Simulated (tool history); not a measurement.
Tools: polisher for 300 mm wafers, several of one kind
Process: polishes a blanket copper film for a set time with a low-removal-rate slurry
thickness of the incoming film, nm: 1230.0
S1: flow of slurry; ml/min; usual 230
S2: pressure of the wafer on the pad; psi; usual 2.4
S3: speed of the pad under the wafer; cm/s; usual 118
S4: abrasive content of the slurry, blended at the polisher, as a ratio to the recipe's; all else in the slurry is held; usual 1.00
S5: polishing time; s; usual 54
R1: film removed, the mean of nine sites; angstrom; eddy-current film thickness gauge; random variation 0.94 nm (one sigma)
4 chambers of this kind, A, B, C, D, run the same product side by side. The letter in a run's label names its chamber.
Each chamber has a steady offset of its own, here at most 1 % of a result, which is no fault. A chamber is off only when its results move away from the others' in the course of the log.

-- hour=3.8 chamber D: head pressure recalibrated
run 1D hour=8.0 | S1=230 S2=2.4 S3=118 S4=1.00 S5=54 | R1=1502.3
run 2B hour=20.3 | S1=230 S2=2.4 S3=118 S4=1.00 S5=54 | R1=1500.4
-- hour=20.5 chamber D: worn pad replaced by a new one
run 3A hour=27.7 | S1=230 S2=2.4 S3=118 S4=1.00 S5=54 | R1=1513.1
run 4C hour=35.7 | S1=230 S2=2.4 S3=118 S4=1.00 S5=54 | R1=1515.6
-- hour=37.0 chamber C: worn pad replaced by a new one
run 5A hour=44.6 | S1=230 S2=2.4 S3=118 S4=1.00 S5=54 | R1=1497.6
-- hour=49.8 chamber A: slurry nozzle cleaned
run 6D hour=51.5 | S1=230 S2=2.4 S3=118 S4=1.00 S5=54 | R1=1520.2
-- hour=52.1 chamber A: slurry blender recalibrated
run 7C hour=58.4 | S1=230 S2=2.4 S3=118 S4=1.00 S5=54 | R1=1522.2
run 8B hour=71.7 | S1=230 S2=2.4 S3=118 S4=1.00 S5=54 | R1=1500.2
-- hour=78.7 chamber B: worn pad replaced by a new one
-- hour=81.2 chamber B: slurry blender recalibrated
run 9C hour=81.6 | S1=230 S2=2.4 S3=118 S4=1.00 S5=54 | R1=1518.0
-- hour=82.5 chamber B: slurry nozzle cleaned
-- hour=84.6 chamber A: worn pad replaced by a new one
-- hour=91.9 chamber C: head pressure recalibrated
run 10A hour=92.7 | S1=190 S2=1.9 S3=118 S4=1.00 S5=54 | R1=1163.4
run 11B hour=103.3 | S1=190 S2=1.9 S3=118 S4=1.00 S5=54 | R1=1162.6
-- hour=111.3 chamber C: slurry nozzle cleaned
run 12D hour=116.5 | S1=190 S2=1.9 S3=118 S4=1.00 S5=54 | R1=1184.2
run 13C hour=124.4 | S1=190 S2=1.9 S3=118 S4=1.00 S5=54 | R1=1272.8
-- hour=125.3 chamber C: worn pad replaced by a new one
run 14B hour=138.4 | S1=230 S2=2.4 S3=118 S4=1.00 S5=54 | R1=1501.7
run 15D hour=149.2 | S1=230 S2=2.4 S3=118 S4=1.00 S5=70 | R1=1987.4
run 16A hour=159.0 | S1=230 S2=2.4 S3=118 S4=1.00 S5=70 | R1=1981.8
run 17A hour=166.4 | S1=230 S2=2.4 S3=118 S4=1.00 S5=70 | R1=1963.7
run 18C hour=173.9 | S1=230 S2=2.4 S3=118 S4=1.00 S5=70 | R1=2134.7
run 19B hour=181.7 | S1=230 S2=2.4 S3=118 S4=1.00 S5=54 | R1=1520.2
run 20D hour=188.0 | S1=180 S2=2.4 S3=118 S4=0.75 S5=54 | R1=1393.3
-- hour=188.2 chamber B: worn pad replaced by a new one
-- hour=193.9 chamber D: worn pad replaced by a new one
run 21C hour=199.2 | S1=180 S2=2.4 S3=118 S4=0.75 S5=54 | R1=1499.8
run 22B hour=207.4 | S1=180 S2=2.4 S3=118 S4=0.75 S5=54 | R1=1356.5
-- hour=208.5 chamber A: worn pad replaced by a new one
-- hour=211.2 chamber D: slurry nozzle cleaned
run 23A hour=213.9 | S1=180 S2=2.4 S3=118 S4=0.75 S5=54 | R1=1378.9
-- hour=219.4 chamber C: slurry blender recalibrated
run 24D hour=225.5 | S1=230 S2=2.4 S3=118 S4=1.00 S5=54 | R1=1528.8
-- hour=229.1 chamber C: worn pad replaced by a new one
run 25C hour=236.3 | S1=230 S2=2.4 S3=118 S4=1.00 S5=54 | R1=1630.5
run 26A hour=244.9 | S1=230 S2=2.4 S3=118 S4=0.75 S5=54 | R1=1415.8
run 27D hour=253.3 | S1=230 S2=2.4 S3=118 S4=0.75 S5=54 | R1=1433.8
run 28B hour=260.0 | S1=230 S2=2.4 S3=118 S4=0.75 S5=54 | R1=1417.2
run 29D hour=273.8 | S1=230 S2=2.4 S3=118 S4=0.75 S5=54 | R1=1442.7
run 30C hour=286.4 | S1=230 S2=2.4 S3=118 S4=1.00 S5=54 | R1=1627.2

What goes on in this fleet: one chamber off, a drifting gauge, or nothing beyond the chambers' own small offsets? Name the chamber and the cause, if any.

A service left chamber C off against the others.
Cause: head's pressure above its setpoint, % = 8.16.

Here are 4 candidates for chamber C's next run, each the usual settings with a change, their results left as question marks. Which one brings its results back in line with what the others give on the usual settings?
In line means no further than this from the other chambers' mean on the usual settings: R1 33.0 angstrom
run 31C-1 hour=296.4 | S1=230 S2=2.5 S3=118 S4=1.00 S5=54 | R1=?
run 31C-2 hour=296.4 | S1=230 S2=2.4 S3=116 S4=1.00 S5=53 | R1=?
run 31C-3 hour=296.4 | S1=230 S2=2.5 S3=118 S4=1.00 S5=56 | R1=?
run 31C-4 hour=296.4 | S1=230 S2=2.3 S3=114 S4=1.00 S5=54 | R1=?

The other chambers' mean on the usual settings: R1 1514.2 angstrom
run=31C-1 R1=1710.9
run=31C-2 R1=1585.3
run=31C-3 R1=1774.3
run=31C-4 R1=1521.7
31C-4 brings the chamber back in line.
